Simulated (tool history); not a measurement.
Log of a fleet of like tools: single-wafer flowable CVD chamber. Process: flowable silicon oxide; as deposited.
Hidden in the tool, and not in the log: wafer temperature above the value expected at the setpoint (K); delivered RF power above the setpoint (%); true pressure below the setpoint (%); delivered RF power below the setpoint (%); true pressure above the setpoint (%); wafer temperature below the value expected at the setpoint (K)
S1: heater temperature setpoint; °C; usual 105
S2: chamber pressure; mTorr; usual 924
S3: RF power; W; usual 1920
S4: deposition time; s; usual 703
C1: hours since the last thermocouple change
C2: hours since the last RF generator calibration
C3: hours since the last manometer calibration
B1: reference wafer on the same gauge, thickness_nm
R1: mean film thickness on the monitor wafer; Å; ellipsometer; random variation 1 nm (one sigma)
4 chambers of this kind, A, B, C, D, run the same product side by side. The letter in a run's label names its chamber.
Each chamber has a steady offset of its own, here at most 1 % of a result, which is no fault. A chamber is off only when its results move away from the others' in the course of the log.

run	hour	S1	S2	S3	S4	C1	C2	C3	B1	R1
1B	11.2	105	924	1920	703	464.0	593.1	805.0	477.14	4335.4
2C	23.1	105	924	1920	703	721.4	229.1	770.7	477.33	4289.1
3A	32.9	105	924	1920	703	1853.1	687.1	926.3	477.17	4303.7
4D	42.8	105	924	1920	703	477.4	1097.8	999.2	476.92	4319.8
5C	52.2	105	924	1920	703	750.5	258.2	799.8	477.04	4275.8
6A	60.8	105	924	1635	703	1881.0	715.0	954.2	477.02	4122.3
7B	72.1	105	924	1635	703	524.9	654.0	865.9	477.07	4152.2
8D	82.2	105	924	1635	703	516.8	1137.2	1038.6	476.98	4148.6
# hour 88.3: chamber A: thermocouple changed; heater temperature recalibrated
9D	90.2	105	924	1635	703	524.8	1145.2	1046.6	477.00	4149.9
10C	95.9	118	924	1920	637	794.2	301.9	843.5	476.94	2565.0
11B	108.7	118	924	1920	637	561.5	690.6	902.5	477.12	2592.8
12A	119.3	118	924	1920	637	31.0	773.5	1012.7	476.95	2578.1
13D	131.1	118	924	1920	637	565.7	1186.1	1087.5	477.10	2597.1
# hour 139.3: chamber D: capacitance manometer re-zeroed and calibrated
14A	141.1	105	924	1920	703	52.8	795.3	1034.5	476.98	4309.8
15B	153.1	105	924	1920	703	605.9	735.0	946.9	476.95	4310.0
16C	162.0	105	924	1920	703	860.3	368.0	909.6	476.97	4316.8
17D	171.9	105	782	1920	703	606.5	1226.9	32.6	477.04	3497.0
18A	183.2	105	782	1920	703	94.9	837.4	1076.6	476.92	3460.9
19B	196.1	105	782	1920	703	648.9	778.0	989.9	476.99	3506.3
20C	207.8	105	782	1920	703	906.1	413.8	955.4	477.05	3513.0
21B	213.5	105	924	1920	703	666.3	795.4	1007.3	476.77	4333.3
22A	225.1	105	924	1920	703	136.8	879.3	1118.5	477.22	4282.4
23D	233.9	112	1038	1920	703	668.5	1288.9	94.6	477.12	3965.3
24C	243.6	112	1038	1920	703	941.9	449.6	991.2	477.31	3976.9
25A	251.5	112	1038	1920	703	163.2	905.7	1144.9	476.94	3932.1
# hour 260.1: chamber C: capacitance manometer re-zeroed and calibrated
26D	260.8	112	1038	1920	703	695.4	1315.8	121.5	477.19	3967.0
27B	272.6	105	924	1920	703	725.4	854.5	1066.4	477.04	4321.8
28C	283.3	105	924	1920	703	981.6	489.3	23.3	476.93	4337.5
29D	294.0	105	924	1920	703	728.6	1349.0	154.7	476.80	4304.5
30A	306.4	105	924	1920	703	218.1	960.6	1199.8	477.12	4296.9
31B	313.0	105	924	1920	703	765.8	894.9	1106.8	476.84	4328.4
32C	324.3	105	924	1920	703	1022.6	530.3	64.3	477.00	4344.1
33B	330.8	105	924	1920	703	783.6	912.7	1124.6	477.12	4317.1

Next, every chamber runs the same settings. What will each give?
34A	340.1	105	924	1920	703					?
34B	340.1	105	924	1920	703					?
34C	340.1	105	924	1920	703					?
34D	340.1	105	924	1920	703					?

run	R1
34A	4302.3
34B	4327.9
34C	4357.4
34D	4318.6
